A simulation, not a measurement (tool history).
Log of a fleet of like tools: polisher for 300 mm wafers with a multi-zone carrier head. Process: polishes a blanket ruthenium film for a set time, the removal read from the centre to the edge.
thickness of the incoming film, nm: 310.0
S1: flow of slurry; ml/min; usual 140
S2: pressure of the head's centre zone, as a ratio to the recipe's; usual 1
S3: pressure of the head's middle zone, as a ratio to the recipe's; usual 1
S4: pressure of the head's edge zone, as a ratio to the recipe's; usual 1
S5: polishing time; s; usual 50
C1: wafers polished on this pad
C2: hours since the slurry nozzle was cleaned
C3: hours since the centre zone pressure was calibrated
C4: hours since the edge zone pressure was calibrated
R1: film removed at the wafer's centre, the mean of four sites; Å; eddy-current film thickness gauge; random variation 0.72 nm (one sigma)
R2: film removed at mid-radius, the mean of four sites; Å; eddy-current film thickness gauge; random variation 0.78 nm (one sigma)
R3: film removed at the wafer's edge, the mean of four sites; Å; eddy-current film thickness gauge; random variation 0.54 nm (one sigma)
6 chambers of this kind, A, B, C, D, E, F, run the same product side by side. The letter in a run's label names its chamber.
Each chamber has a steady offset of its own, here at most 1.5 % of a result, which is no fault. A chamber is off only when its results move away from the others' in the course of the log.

{"hour": 9.3, "done": "chamber E: worn pad replaced by a new one"}
{"run": "1D", "hour": 10.5, "S1": 140, "S2": 1, "S3": 1, "S4": 1, "S5": 50, "C1": 512, "C2": 423.8, "C3": 76.9, "C4": 278.5, "R1": 623.04, "R2": 611.61, "R3": 620.48}
{"run": "2B", "hour": 15.9, "S1": 140, "S2": 1, "S3": 1, "S4": 1, "S5": 50, "C1": 270, "C2": 602.5, "C3": 537.5, "C4": 742.2, "R1": 622.35, "R2": 610.74, "R3": 625.24}
{"hour": 20.8, "done": "chamber A: worn pad replaced by a new one"}
{"run": "3A", "hour": 21.1, "S1": 140, "S2": 1, "S3": 1, "S4": 1, "S5": 50, "C1": 3, "C2": 332.5, "C3": 615, "C4": 52, "R1": 635.02, "R2": 614.62, "R3": 631.22}
{"run": "4F", "hour": 28.6, "S1": 140, "S2": 1, "S3": 1, "S4": 1, "S5": 50, "C1": 702, "C2": 124, "C3": 379.7, "C4": 1014, "R1": 631.3, "R2": 638.82, "R3": 625.03}
{"hour": 36.6, "done": "chamber A: centre zone pressure recalibrated"}
{"run": "5C", "hour": 37.9, "S1": 140, "S2": 1, "S3": 1, "S4": 1, "S5": 50, "C1": 611, "C2": 232, "C3": 282.8, "C4": 695.1, "R1": 622.05, "R2": 633.03, "R3": 626.52}
{"hour": 41.1, "done": "chamber C: worn pad replaced by a new one"}
{"run": "6E", "hour": 47.4, "S1": 140, "S2": 1, "S3": 1, "S4": 1, "S5": 50, "C1": 357, "C2": 546.3, "C3": 686.4, "C4": 819.8, "R1": 624.58, "R2": 622.15, "R3": 625.16}
{"hour": 55.2, "done": "chamber F: worn pad replaced by a new one"}
{"run": "7E", "hour": 57.1, "S1": 140, "S2": 1, "S3": 1, "S4": 1, "S5": 50, "C1": 449, "C2": 556, "C3": 696.1, "C4": 829.5, "R1": 636.71, "R2": 614.03, "R3": 628.95}
{"hour": 61.2, "done": "chamber D: edge zone pressure recalibrated"}
{"hour": 63.0, "done": "chamber E: edge zone pressure recalibrated"}
{"run": "8B", "hour": 64.5, "S1": 140, "S2": 1, "S3": 1, "S4": 1, "S5": 50, "C1": 726, "C2": 651.1, "C3": 586.1, "C4": 790.8, "R1": 613.41, "R2": 608.22, "R3": 623.51}
{"run": "9C", "hour": 71.4, "S1": 140, "S2": 1, "S3": 1, "S4": 1, "S5": 50, "C1": 285, "C2": 265.5, "C3": 316.3, "C4": 728.6, "R1": 624.5, "R2": 633.5, "R3": 620.49}
{"hour": 74.3, "done": "chamber F: edge zone pressure recalibrated"}
{"run": "10F", "hour": 81.0, "S1": 140, "S2": 1, "S3": 1, "S4": 1, "S5": 50, "C1": 242, "C2": 176.4, "C3": 432.1, "C4": 6.8, "R1": 631.95, "R2": 640.19, "R3": 631.44}
{"hour": 85.8, "done": "chamber A: worn pad replaced by a new one"}
{"run": "11A", "hour": 87.4, "S1": 140, "S2": 1, "S3": 1, "S4": 1, "S5": 50, "C1": 15, "C2": 398.8, "C3": 50.9, "C4": 118.3, "R1": 635.55, "R2": 617.54, "R3": 626.29}
{"hour": 92.9, "done": "chamber E: centre zone pressure recalibrated"}
{"run": "12D", "hour": 93.8, "S1": 140, "S2": 1, "S3": 1, "S4": 1, "S5": 50, "C1": 1294, "C2": 507.1, "C3": 160.2, "C4": 32.7, "R1": 639.6, "R2": 615.59, "R3": 616.62}
{"hour": 99.8, "done": "chamber D: worn pad replaced by a new one"}
{"hour": 100.2, "done": "chamber C: edge zone pressure recalibrated"}
{"run": "13F", "hour": 104.2, "S1": 140, "S2": 1, "S3": 1, "S4": 1, "S5": 50, "C1": 460, "C2": 199.6, "C3": 455.3, "C4": 30, "R1": 639.86, "R2": 634.32, "R3": 625.84}
{"run": "14E", "hour": 109.2, "S1": 140, "S2": 1, "S3": 1, "S4": 1, "S5": 50, "C1": 937, "C2": 608.1, "C3": 16.3, "C4": 46.2, "R1": 692.31, "R2": 607.02, "R3": 612}
{"hour": 113.5, "done": "chamber B: worn pad replaced by a new one"}
{"hour": 119.1, "done": "chamber E: worn pad replaced by a new one"}
{"run": "15A", "hour": 120.1, "S1": 140, "S2": 1, "S3": 1, "S4": 1, "S5": 50, "C1": 322, "C2": 431.5, "C3": 83.6, "C4": 151, "R1": 638.1, "R2": 627.63, "R3": 622.43}
{"hour": 124.0, "done": "chamber C: worn pad replaced by a new one"}
{"run": "16C", "hour": 130.7, "S1": 140, "S2": 1, "S3": 1, "S4": 1.12, "S5": 65, "C1": 63, "C2": 324.8, "C3": 375.6, "C4": 30.5, "R1": 804.31, "R2": 818.14, "R3": 860.58}
{"run": "17B", "hour": 136.8, "S1": 140, "S2": 1, "S3": 1, "S4": 1.12, "S5": 65, "C1": 219, "C2": 723.4, "C3": 658.4, "C4": 863.1, "R1": 799.56, "R2": 792.15, "R3": 849.05}
{"run": "18D", "hour": 142.6, "S1": 140, "S2": 1, "S3": 1, "S4": 1.12, "S5": 65, "C1": 402, "C2": 555.9, "C3": 209, "C4": 81.5, "R1": 818.85, "R2": 809.63, "R3": 861.49}
{"hour": 147.5, "done": "chamber A: worn pad replaced by a new one"}
{"run": "19A", "hour": 150.8, "S1": 140, "S2": 1, "S3": 1, "S4": 1.12, "S5": 65, "C1": 31, "C2": 462.2, "C3": 114.3, "C4": 181.7, "R1": 793.81, "R2": 800.46, "R3": 879.04}
{"hour": 156.0, "done": "chamber F: worn pad replaced by a new one"}
{"hour": 157.2, "done": "chamber D: slurry nozzle cleaned"}
{"run": "20E", "hour": 158.1, "S1": 140, "S2": 1, "S3": 1, "S4": 1.12, "S5": 65, "C1": 366, "C2": 657, "C3": 65.2, "C4": 95.1, "R1": 904.52, "R2": 796.32, "R3": 848.99}
{"run": "21D", "hour": 163.6, "S1": 140, "S2": 1, "S3": 1, "S4": 1.12, "S5": 65, "C1": 599, "C2": 6.5, "C3": 230, "C4": 102.5, "R1": 817, "R2": 812.61, "R3": 868.57}
{"hour": 166.4, "done": "chamber C: centre zone pressure recalibrated"}
{"run": "22F", "hour": 169.3, "S1": 140, "S2": 1, "S3": 1, "S4": 1, "S5": 50, "C1": 125, "C2": 264.7, "C3": 520.4, "C4": 95.1, "R1": 646.54, "R2": 623.25, "R3": 630.04}
{"run": "23C", "hour": 175.7, "S1": 140, "S2": 1, "S3": 1, "S4": 1, "S5": 50, "C1": 485, "C2": 369.8, "C3": 9.3, "C4": 75.5, "R1": 623.61, "R2": 624.02, "R3": 619.26}
{"run": "24B", "hour": 181.3, "S1": 140, "S2": 1, "S3": 1, "S4": 1, "S5": 50, "C1": 636, "C2": 767.9, "C3": 702.9, "C4": 907.6, "R1": 630.12, "R2": 608.49, "R3": 605.49}
{"run": "25F", "hour": 187.2, "S1": 140, "S2": 1, "S3": 1, "S4": 1, "S5": 50, "C1": 293, "C2": 282.6, "C3": 538.3, "C4": 113, "R1": 630.75, "R2": 618.54, "R3": 631.59}
{"run": "26A", "hour": 194.5, "S1": 140, "S2": 1, "S3": 1, "S4": 1, "S5": 50, "C1": 441, "C2": 505.9, "C3": 158, "C4": 225.4, "R1": 621.53, "R2": 616.4, "R3": 635.18}
{"hour": 199.8, "done": "chamber A: worn pad replaced by a new one"}
{"hour": 199.9, "done": "chamber C: worn pad replaced by a new one"}
{"run": "27E", "hour": 204.9, "S1": 140, "S2": 1, "S3": 1, "S4": 1, "S5": 50, "C1": 805, "C2": 703.8, "C3": 112, "C4": 141.9, "R1": 694.54, "R2": 610.61, "R3": 618.04}
{"run": "28B", "hour": 214.8, "S1": 140, "S2": 1, "S3": 1, "S4": 1, "S5": 50, "C1": 951, "C2": 801.4, "C3": 736.4, "C4": 941.1, "R1": 623.19, "R2": 615.35, "R3": 621.02}
{"run": "29D", "hour": 222.3, "S1": 140, "S2": 1, "S3": 1, "S4": 1, "S5": 50, "C1": 1150, "C2": 65.2, "C3": 288.7, "C4": 161.2, "R1": 627.35, "R2": 619.09, "R3": 619.79}
{"hour": 229.4, "done": "chamber E: worn pad replaced by a new one"}
{"hour": 230.3, "done": "chamber B: worn pad replaced by a new one"}
{"run": "30C", "hour": 232.2, "S1": 140, "S2": 1.07, "S3": 1, "S4": 1, "S5": 65, "C1": 303, "C2": 426.3, "C3": 65.8, "C4": 132, "R1": 871.99, "R2": 798.74, "R3": 820.14}
{"hour": 233.8, "done": "chamber D: worn pad replaced by a new one"}
{"run": "31F", "hour": 242.8, "S1": 140, "S2": 1.07, "S3": 1, "S4": 1, "S5": 65, "C1": 815, "C2": 338.2, "C3": 593.9, "C4": 168.6, "R1": 891.68, "R2": 799.81, "R3": 809.6}
{"run": "32E", "hour": 248.7, "S1": 140, "S2": 1.07, "S3": 1, "S4": 1, "S5": 65, "C1": 181, "C2": 747.6, "C3": 155.8, "C4": 185.7, "R1": 981.13, "R2": 802.25, "R3": 810.67}
{"run": "33B", "hour": 253.5, "S1": 140, "S2": 1.07, "S3": 1, "S4": 1, "S5": 65, "C1": 218, "C2": 840.1, "C3": 775.1, "C4": 979.8, "R1": 866.87, "R2": 789.6, "R3": 807.68}
{"hour": 260.7, "done": "chamber A: worn pad replaced by a new one"}
{"run": "34A", "hour": 260.7, "S1": 140, "S2": 1.07, "S3": 1, "S4": 1, "S5": 65, "C1": 0, "C2": 572.1, "C3": 224.2, "C4": 291.6, "R1": 862.3, "R2": 790.63, "R3": 828.46}
{"run": "35C", "hour": 266.3, "S1": 140, "S2": 1.07, "S3": 1, "S4": 1, "S5": 65, "C1": 623, "C2": 460.4, "C3": 99.9, "C4": 166.1, "R1": 862.21, "R2": 844.54, "R3": 819.95}
{"run": "36D", "hour": 272.2, "S1": 140, "S2": 1, "S3": 1, "S4": 1, "S5": 50, "C1": 360, "C2": 115.1, "C3": 338.6, "C4": 211.1, "R1": 636, "R2": 618.59, "R3": 624.82}
{"hour": 280.7, "done": "chamber C: worn pad replaced by a new one"}
{"run": "37C", "hour": 281.9, "S1": 140, "S2": 1, "S3": 1, "S4": 1, "S5": 50, "C1": 11, "C2": 476, "C3": 115.5, "C4": 181.7, "R1": 625.66, "R2": 633.37, "R3": 628.2}
{"run": "38D", "hour": 289.9, "S1": 140, "S2": 1, "S3": 1, "S4": 1, "S5": 50, "C1": 526, "C2": 132.8, "C3": 356.3, "C4": 228.8, "R1": 630.36, "R2": 628.53, "R3": 624.56}
{"run": "39A", "hour": 299.6, "S1": 140, "S2": 1, "S3": 1, "S4": 1, "S5": 50, "C1": 365, "C2": 611, "C3": 263.1, "C4": 330.5, "R1": 617.07, "R2": 619.75, "R3": 618.29}

Next, every chamber runs the same settings. What will each give?
{"run": "40A", "hour": 307.7, "S1": 140, "S2": 1, "S3": 1, "S4": 1.12, "S5": 50, "R1": "?", "R2": "?", "R3": "?"}
{"run": "40B", "hour": 307.7, "S1": 140, "S2": 1, "S3": 1, "S4": 1.12, "S5": 50, "R1": "?", "R2": "?", "R3": "?"}
{"run": "40C", "hour": 307.7, "S1": 140, "S2": 1, "S3": 1, "S4": 1.12, "S5": 50, "R1": "?", "R2": "?", "R3": "?"}
{"run": "40D", "hour": 307.7, "S1": 140, "S2": 1, "S3": 1, "S4": 1.12, "S5": 50, "R1": "?", "R2": "?", "R3": "?"}
{"run": "40E", "hour": 307.7, "S1": 140, "S2": 1, "S3": 1, "S4": 1.12, "S5": 50, "R1": "?", "R2": "?", "R3": "?"}
{"run": "40F", "hour": 307.7, "S1": 140, "S2": 1, "S3": 1, "S4": 1.12, "S5": 50, "R1": "?", "R2": "?", "R3": "?"}

run=40A R1=631.33 R2=617.99 R3=662.9
run=40B R1=618.72 R2=624.22 R3=670.6
run=40C R1=614.45 R2=631.68 R3=666.25
run=40D R1=625.52 R2=622.52 R3=669.14
run=40E R1=705.52 R2=611.31 R3=654.43
run=40F R1=628.38 R2=617.69 R3=666.63
